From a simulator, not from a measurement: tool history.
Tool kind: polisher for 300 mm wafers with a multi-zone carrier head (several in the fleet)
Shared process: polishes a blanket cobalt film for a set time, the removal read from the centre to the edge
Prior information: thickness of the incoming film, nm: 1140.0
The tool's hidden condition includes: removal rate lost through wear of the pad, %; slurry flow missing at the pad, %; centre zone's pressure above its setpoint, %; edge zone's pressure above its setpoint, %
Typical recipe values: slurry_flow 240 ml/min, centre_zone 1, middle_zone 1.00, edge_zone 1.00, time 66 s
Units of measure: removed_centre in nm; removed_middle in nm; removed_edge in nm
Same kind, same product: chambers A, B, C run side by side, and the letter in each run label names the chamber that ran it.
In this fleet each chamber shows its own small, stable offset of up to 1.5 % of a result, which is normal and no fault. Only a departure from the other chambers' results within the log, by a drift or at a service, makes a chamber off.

| run | day | slurry_flow | centre_zone | middle_zone | edge_zone | time | wafers polished on this pad | hours since the slurry nozzle was cleaned | hours since the centre zone pressure was calibrated | hours since the edge zone pressure was calibrated | removed_centre | removed_middle | removed_edge |
|---|---|---|---|---|---|---|---|---|---|---|---|---|---|
|  | 0.250 | chamber A: slurry nozzle cleaned |
| 1C | 0.308 | 240 | 1 | 1.00 | 1.00 | 66 | 1481 | 238.2 | 240.6 | 28.6 | 331.54 | 340.02 | 332.20 |
| 2A | 0.592 | 240 | 1 | 1.00 | 1.00 | 66 | 507 | 8.3 | 645.2 | 484.0 | 330.53 | 339.19 | 342.76 |
| 3B | 0.900 | 240 | 1 | 1.00 | 1.00 | 66 | 534 | 535.9 | 788.6 | 505.6 | 331.82 | 340.32 | 341.65 |
|  | 0.950 | chamber C: worn pad replaced by a new one |
| 4C | 1.121 | 240 | 1 | 1.00 | 1.00 | 66 | 33 | 257.7 | 260.1 | 48.1 | 327.15 | 336.83 | 333.34 |
| 5B | 1.429 | 240 | 1 | 1.06 | 1.00 | 66 | 637 | 548.6 | 801.3 | 518.3 | 335.61 | 355.07 | 339.05 |
| 6A | 1.696 | 240 | 1 | 1.06 | 1.00 | 66 | 722 | 34.8 | 671.7 | 510.5 | 340.73 | 357.60 | 331.65 |
|  | 1.879 | chamber A: worn pad replaced by a new one |
| 7B | 1.946 | 240 | 1 | 1.06 | 1.00 | 66 | 738 | 561.0 | 813.7 | 530.7 | 333.66 | 353.26 | 333.59 |
| 8C | 2.183 | 240 | 1 | 1.00 | 1.00 | 66 | 240 | 283.2 | 285.6 | 73.6 | 333.01 | 332.65 | 324.58 |
| 9A | 2.367 | 240 | 1 | 1.00 | 1.00 | 66 | 94 | 50.9 | 687.8 | 526.6 | 333.95 | 337.56 | 332.18 |
| 10C | 2.512 | 240 | 1 | 1.00 | 1.00 | 66 | 304 | 291.1 | 293.5 | 81.5 | 330.05 | 339.99 | 330.62 |
| 11B | 2.700 | 240 | 1 | 1.00 | 0.92 | 66 | 885 | 579.1 | 831.8 | 548.8 | 331.94 | 332.10 | 326.26 |
|  | 2.892 | chamber B: centre zone pressure recalibrated |
| 12A | 2.946 | 240 | 1 | 1.00 | 0.92 | 66 | 207 | 64.8 | 701.7 | 540.5 | 341.62 | 334.40 | 324.50 |
| 13B | 3.125 | 240 | 1 | 1.00 | 0.92 | 66 | 967 | 589.3 | 5.7 | 559.0 | 341.84 | 336.68 | 322.87 |
| 14C | 3.271 | 240 | 1 | 1.00 | 1.00 | 66 | 451 | 309.3 | 311.7 | 99.7 | 330.22 | 337.87 | 337.56 |
| 15A | 3.596 | 240 | 1 | 1.00 | 1.00 | 66 | 334 | 80.4 | 717.3 | 556.1 | 334.37 | 336.93 | 338.13 |
| 16C | 3.804 | 240 | 1 | 1.00 | 1.00 | 66 | 555 | 322.1 | 324.5 | 112.5 | 327.92 | 334.17 | 330.58 |
| 17B | 4.075 | 240 | 1 | 1.00 | 1.00 | 66 | 1152 | 612.1 | 28.5 | 581.8 | 326.14 | 333.79 | 334.33 |
|  | 4.317 | chamber B: worn pad replaced by a new one |
| 18A | 4.404 | 240 | 1 | 1.00 | 1.00 | 66 | 491 | 99.8 | 736.7 | 575.5 | 337.21 | 341.68 | 332.37 |
| 19A | 4.600 | 240 | 1 | 0.96 | 1.00 | 46 | 529 | 104.5 | 741.4 | 580.2 | 232.63 | 225.68 | 234.27 |
|  | 4.679 | chamber C: slurry nozzle cleaned |
| 20B | 4.862 | 240 | 1 | 0.96 | 1.00 | 46 | 106 | 631.0 | 47.4 | 600.7 | 239.38 | 225.76 | 237.55 |
| 21C | 5.129 | 240 | 1 | 0.96 | 1.00 | 46 | 813 | 10.8 | 356.3 | 144.3 | 234.72 | 227.05 | 233.24 |
| 22C | 5.425 | 240 | 1 | 1.00 | 1.00 | 66 | 870 | 17.9 | 363.4 | 151.4 | 338.83 | 334.60 | 330.04 |
|  | 5.688 | chamber A: worn pad replaced by a new one |
| 23A | 5.700 | 240 | 1 | 1.00 | 1.00 | 66 | 3 | 130.9 | 767.8 | 606.6 | 334.11 | 340.85 | 336.23 |
| 24B | 5.879 | 240 | 1 | 1.00 | 1.00 | 66 | 304 | 655.4 | 71.8 | 625.1 | 343.31 | 336.11 | 347.44 |
| 25C | 6.204 | 240 | 1 | 1.00 | 1.00 | 66 | 1022 | 36.6 | 382.1 | 170.1 | 332.15 | 342.79 | 332.66 |
| 26B | 6.392 | 240 | 1 | 1.00 | 0.94 | 45 | 404 | 667.7 | 84.1 | 637.4 | 227.04 | 227.59 | 222.97 |
| 27A | 6.600 | 240 | 1 | 1.00 | 0.94 | 45 | 178 | 152.5 | 789.4 | 628.2 | 231.96 | 228.36 | 225.56 |
| 28A | 6.892 | 240 | 1 | 1.00 | 0.94 | 45 | 234 | 159.5 | 796.4 | 635.2 | 228.55 | 228.53 | 220.58 |
| 29C | 7.146 | 240 | 1 | 1.00 | 1.00 | 66 | 1205 | 59.2 | 404.7 | 192.7 | 337.85 | 335.13 | 329.32 |
| 30B | 7.342 | 240 | 1 | 1.00 | 1.00 | 66 | 589 | 690.5 | 106.9 | 660.2 | 339.15 | 336.89 | 328.33 |
| 31B | 7.667 | 240 | 1 | 1.00 | 1.00 | 66 | 652 | 698.3 | 114.7 | 668.0 | 341.25 | 333.95 | 338.30 |
| 32A | 7.900 | 240 | 1 | 1.00 | 1.00 | 66 | 431 | 183.7 | 820.6 | 659.4 | 332.28 | 338.50 | 333.85 |

Has any chamber moved away from the others, gradually or after a service, or does the common gauge drift, or do the chambers differ only by their own small steady offsets? State the chamber and the most likely cause if one applies.

The fleet is healthy, with each chamber sitting at its usual small offset and no drift in the gauge.
